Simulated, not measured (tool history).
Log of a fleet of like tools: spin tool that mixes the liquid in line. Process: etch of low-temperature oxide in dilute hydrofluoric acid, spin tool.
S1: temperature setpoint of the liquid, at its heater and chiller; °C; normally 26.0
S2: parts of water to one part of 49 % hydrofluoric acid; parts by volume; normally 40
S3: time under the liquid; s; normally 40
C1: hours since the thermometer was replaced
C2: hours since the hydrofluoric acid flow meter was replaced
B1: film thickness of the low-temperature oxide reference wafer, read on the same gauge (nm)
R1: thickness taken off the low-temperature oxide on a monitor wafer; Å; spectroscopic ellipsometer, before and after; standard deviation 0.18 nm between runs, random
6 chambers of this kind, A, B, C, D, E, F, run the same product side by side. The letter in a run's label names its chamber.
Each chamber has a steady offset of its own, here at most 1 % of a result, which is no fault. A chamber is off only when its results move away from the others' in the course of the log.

{"run": "1E", "hour": 5.0, "S1": 26.0, "S2": 40, "S3": 40, "C1": 971.0, "C2": 802.0, "B1": 80.01, "R1": 249.47}
{"run": "2C", "hour": 15.7, "S1": 26.0, "S2": 40, "S3": 40, "C1": 87.6, "C2": 331.0, "B1": 80.045, "R1": 251.08}
{"run": "3D", "hour": 25.3, "S1": 26.0, "S2": 40, "S3": 40, "C1": 832.4, "C2": 579.7, "B1": 80.035, "R1": 251.66}
{"run": "4F", "hour": 30.8, "S1": 26.0, "S2": 40, "S3": 40, "C1": 863.2, "C2": 72.6, "B1": 80.026, "R1": 249.64}
{"run": "5B", "hour": 37.0, "S1": 26.0, "S2": 40, "S3": 40, "C1": 953.9, "C2": 618.3, "B1": 80.015, "R1": 246.05}
{"run": "6A", "hour": 42.5, "S1": 26.0, "S2": 40, "S3": 40, "C1": 110.0, "C2": 1439.5, "B1": 80.011, "R1": 248.88}
{"run": "7E", "hour": 52.6, "S1": 26.0, "S2": 40, "S3": 40, "C1": 1018.6, "C2": 849.6, "B1": 80.014, "R1": 249.71}
{"run": "8B", "hour": 59.4, "S1": 26.0, "S2": 40, "S3": 40, "C1": 976.3, "C2": 640.7, "B1": 80.007, "R1": 248.89}
{"run": "9D", "hour": 68.4, "S1": 26.0, "S2": 40, "S3": 40, "C1": 875.5, "C2": 622.8, "B1": 79.949, "R1": 252.9}
{"run": "10F", "hour": 76.0, "S1": 26.0, "S2": 40, "S3": 40, "C1": 908.4, "C2": 117.8, "B1": 79.985, "R1": 249.75}
{"run": "11A", "hour": 81.6, "S1": 26.0, "S2": 40, "S3": 40, "C1": 149.1, "C2": 1478.6, "B1": 80.06, "R1": 248.28}
{"run": "12C", "hour": 88.8, "S1": 26.0, "S2": 40, "S3": 40, "C1": 160.7, "C2": 404.1, "B1": 79.987, "R1": 248.62}
{"run": "13F", "hour": 99.0, "S1": 26.0, "S2": 40, "S3": 40, "C1": 931.4, "C2": 140.8, "B1": 79.985, "R1": 250.04}
{"run": "14B", "hour": 107.4, "S1": 26.0, "S2": 40, "S3": 40, "C1": 1024.3, "C2": 688.7, "B1": 80.056, "R1": 252.75}
{"run": "15A", "hour": 112.4, "S1": 26.0, "S2": 40, "S3": 40, "C1": 179.9, "C2": 1509.4, "B1": 79.988, "R1": 248.39}
{"run": "16D", "hour": 122.1, "S1": 26.0, "S2": 40, "S3": 40, "C1": 929.2, "C2": 676.5, "B1": 80.003, "R1": 252.84}
{"run": "17E", "hour": 127.9, "S1": 26.0, "S2": 40, "S3": 40, "C1": 1093.9, "C2": 924.9, "B1": 79.987, "R1": 254.1}
{"run": "18C", "hour": 135.9, "S1": 26.0, "S2": 50, "S3": 60, "C1": 207.8, "C2": 451.2, "B1": 79.974, "R1": 293.9}
{"hour": 137.6, "done": "chamber D: thermometer replaced"}
{"run": "19F", "hour": 142.5, "S1": 26.0, "S2": 50, "S3": 60, "C1": 974.9, "C2": 184.3, "B1": 80.041, "R1": 296.7}
{"run": "20C", "hour": 148.1, "S1": 26.0, "S2": 50, "S3": 60, "C1": 220.0, "C2": 463.4, "B1": 79.998, "R1": 297.4}
{"run": "21E", "hour": 153.9, "S1": 26.0, "S2": 50, "S3": 60, "C1": 1119.9, "C2": 950.9, "B1": 79.977, "R1": 299.51}
{"hour": 158.8, "done": "chamber D: hydrofluoric acid flow meter replaced"}
{"run": "22D", "hour": 159.5, "S1": 26.0, "S2": 50, "S3": 60, "C1": 22.0, "C2": 0.7, "B1": 80.016, "R1": 297.76}
{"run": "23B", "hour": 164.7, "S1": 26.0, "S2": 50, "S3": 60, "C1": 1081.6, "C2": 746.0, "B1": 79.97, "R1": 293.4}
{"hour": 168.9, "done": "chamber B: thermometer replaced"}
{"run": "24A", "hour": 175.1, "S1": 26.0, "S2": 40, "S3": 40, "C1": 242.6, "C2": 1572.1, "B1": 80.031, "R1": 249.82}
{"hour": 177.4, "done": "chamber C: hydrofluoric acid flow meter replaced"}
{"run": "25E", "hour": 183.8, "S1": 26.0, "S2": 40, "S3": 40, "C1": 1149.8, "C2": 980.8, "B1": 80.004, "R1": 250.34}
{"run": "26C", "hour": 189.9, "S1": 26.0, "S2": 40, "S3": 40, "C1": 261.8, "C2": 12.6, "B1": 80.055, "R1": 251.64}
{"run": "27A", "hour": 197.8, "S1": 26.0, "S2": 40, "S3": 40, "C1": 265.3, "C2": 1594.8, "B1": 80.031, "R1": 246.98}
{"run": "28B", "hour": 207.0, "S1": 26.0, "S2": 40, "S3": 25, "C1": 38.1, "C2": 788.3, "B1": 80.0, "R1": 154.89}
{"run": "29F", "hour": 215.3, "S1": 26.0, "S2": 40, "S3": 25, "C1": 1047.7, "C2": 257.1, "B1": 80.036, "R1": 158.69}
{"run": "30D", "hour": 223.1, "S1": 26.0, "S2": 40, "S3": 25, "C1": 85.6, "C2": 64.3, "B1": 79.981, "R1": 157.28}
{"run": "31F", "hour": 231.2, "S1": 26.0, "S2": 40, "S3": 25, "C1": 1063.6, "C2": 273.0, "B1": 79.992, "R1": 157.82}
{"run": "32A", "hour": 239.1, "S1": 26.0, "S2": 40, "S3": 25, "C1": 306.6, "C2": 1636.1, "B1": 80.022, "R1": 156.43}
{"run": "33C", "hour": 245.6, "S1": 26.0, "S2": 40, "S3": 25, "C1": 317.5, "C2": 68.3, "B1": 79.988, "R1": 157.73}
{"run": "34B", "hour": 256.1, "S1": 21.5, "S2": 25, "S3": 40, "C1": 87.2, "C2": 837.4, "B1": 79.999, "R1": 335.56}
{"run": "35E", "hour": 266.4, "S1": 21.5, "S2": 25, "S3": 40, "C1": 1232.4, "C2": 1063.4, "B1": 79.997, "R1": 338.38}
{"run": "36D", "hour": 275.3, "S1": 21.5, "S2": 25, "S3": 40, "C1": 137.8, "C2": 116.5, "B1": 80.005, "R1": 341.7}
{"run": "37E", "hour": 286.1, "S1": 21.5, "S2": 25, "S3": 40, "C1": 1252.1, "C2": 1083.1, "B1": 79.993, "R1": 340.74}
{"run": "38D", "hour": 294.8, "S1": 21.5, "S2": 25, "S3": 40, "C1": 157.3, "C2": 136.0, "B1": 79.946, "R1": 341.84}
{"run": "39B", "hour": 303.0, "S1": 21.5, "S2": 25, "S3": 40, "C1": 134.1, "C2": 884.3, "B1": 80.007, "R1": 337.82}
{"run": "40C", "hour": 313.7, "S1": 21.0, "S2": 40, "S3": 25, "C1": 385.6, "C2": 136.4, "B1": 79.967, "R1": 126.11}
{"run": "41A", "hour": 320.8, "S1": 21.0, "S2": 40, "S3": 25, "C1": 388.3, "C2": 1717.8, "B1": 79.98, "R1": 126.0}

One chamber off, gauge drift, or nothing amiss beyond the chambers' own small offsets? If it is a chamber, which one, and what is the likeliest cause?

Chamber F drifts away from the others.
Most likely cause: liquid hotter than its thermometer reads (K) = 0.946.
The log may not separate it from: hydrofluoric acid flow above the setpoint (%).

Below are 4 candidate recipes for chamber F's next run, each the usual settings with a change, their results shown as question marks. Which of them brings F's results back in line with what the other chambers give on the usual settings?
In line here means within this much of the mean the other chambers give on the usual settings: R1 6.20 Å
{"run": "42F-1", "hour": 328.6, "S1": 25.0, "S2": 40, "S3": 40, "R1": "?"}
{"run": "42F-2", "hour": 328.6, "S1": 28.0, "S2": 40, "S3": 40, "R1": "?"}
{"run": "42F-3", "hour": 328.6, "S1": 27.0, "S2": 40, "S3": 40, "R1": "?"}
{"run": "42F-4", "hour": 328.6, "S1": 24.0, "S2": 40, "S3": 40, "R1": "?"}

The other chambers' mean on the usual settings: R1 250.81 Å
run=42F-1 R1=248.58
run=42F-2 R1=280.16
run=42F-3 R1=269.26
run=42F-4 R1=238.78
With 42F-1, the chamber falls back in line with the rest.
